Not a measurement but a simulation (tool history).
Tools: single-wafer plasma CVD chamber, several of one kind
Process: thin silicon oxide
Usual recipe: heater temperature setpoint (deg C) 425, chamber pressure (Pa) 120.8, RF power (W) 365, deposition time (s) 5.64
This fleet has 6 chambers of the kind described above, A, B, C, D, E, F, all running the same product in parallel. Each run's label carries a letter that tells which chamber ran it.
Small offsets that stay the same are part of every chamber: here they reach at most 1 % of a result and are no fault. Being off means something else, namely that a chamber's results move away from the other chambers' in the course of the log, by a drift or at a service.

run   hour  heater temperature setpoint (deg C)  chamber pressure (Pa)  RF power (W)  deposition time (s)  read-back reference wafer on the same gauge, thickness_nm  mean film thickness on the monitor wafer (Å)
 1C   13.5                                  425                  120.8           365                 5.64                                                     14.100                                        122.62
 2E   23.2                                  425                  120.8           365                 5.64                                                     14.104                                        121.74
 3A   31.7                                  425                  120.8           365                 5.64                                                     14.103                                        123.01
 4F   42.6                                  425                  120.8           365                 5.64                                                     14.107                                        122.65
 5D   56.0                                  425                  120.8           365                 5.64                                                     14.109                                        122.89
      64.2  -- chamber C: RF generator calibrated
 6B   65.6                                  425                  133.5           365                 4.99                                                     14.113                                        117.12
 7E   77.5                                  425                  133.5           365                 4.99                                                     14.109                                        116.72
 8C   89.4                                  425                  133.5           365                 4.99                                                     14.115                                        117.80
 9B   95.4                                  425                  133.5           365                 4.99                                                     14.115                                        117.13
10F  103.5                                  425                  133.5           365                 4.99                                                     14.118                                        117.37
11D  114.2                                  425                  133.5           365                 4.99                                                     14.118                                        117.42
12A  122.7                                  425                  120.8           365                 5.64                                                     14.122                                        122.86
13E  132.8                                  425                  120.8           365                 5.64                                                     14.120                                        121.97
14A  140.3                                  425                  110.0           365                 5.64                                                     14.124                                        113.42
15F  148.1                                  425                  110.0           365                 5.64                                                     14.123                                        113.84
     148.6  -- chamber E: RF generator calibrated
16C  161.1                                  425                  110.0           365                 5.64                                                     14.125                                        113.47
17B  170.8                                  425                  110.0           365                 5.64                                                     14.124                                        112.87
18D  180.0                                  425                  110.0           365                 5.64                                                     14.131                                        113.70
     180.3  -- chamber E: thermocouple changed; heater temperature recalibrated
     183.8  -- chamber F: RF generator calibrated
19F  187.9                                  425                  110.0           365                 5.64                                                     14.133                                        113.60
20D  196.2                                  425                  120.8           365                 5.64                                                     14.131                                        122.85
21B  208.6                                  425                  120.8           365                 5.64                                                     14.133                                        122.23
22A  215.3                                  425                  120.8           365                 5.64                                                     14.135                                        123.02
23C  224.3                                  425                  120.8           365                 5.64                                                     14.139                                        122.94
24E  237.0                                  425                  120.8           365                 5.64                                                     14.141                                        122.08
25B  248.0                                  425                  120.8           365                 5.64                                                     14.138                                        122.04
26C  255.2                                  425                  120.8           365                 5.64                                                     14.139                                        122.79
27E  265.3                                  438                  120.8           365                 5.01                                                     14.144                                        107.60
28F  271.8                                  438                  120.8           365                 5.01                                                     14.147                                        108.31
29A  284.4                                  438                  120.8           365                 5.01                                                     14.147                                        108.54
     284.5  -- chamber C: capacitance manometer re-zeroed and calibrated
30D  294.1                                  438                  120.8           365                 5.01                                                     14.144                                        108.38
31F  302.4                                  438                  120.8           365                 5.01                                                     14.144                                        108.35
32A  312.5                                  438                  120.8           365                 5.01                                                     14.149                                        108.61
33B  322.4                                  425                  120.8           365                 5.64                                                     14.151                                        122.45
34D  332.2                                  425                  120.8           365                 5.64                                                     14.154                                        122.97
35E  344.9                                  425                  120.8           365                 5.64                                                     14.155                                        122.30
36C  351.4                                  425                  120.8           365                 5.64                                                     14.156                                        122.80
37C  361.5                                  425                  120.8           365                 5.64                                                     14.157                                        123.04
38D  373.4                                  425                  120.8           365                 5.64                                                     14.161                                        123.26

Read the log: is a single chamber off, either drifting away or since a service, is the gauge that measures every chamber drifting, or is nothing wrong beyond small per-chamber offsets? Name any odd chamber and what most likely caused it.

The shared gauge is drifting. All chambers look as if they move in step, but none is off.
What lies behind it: gauge reads high (%) = 0.436.
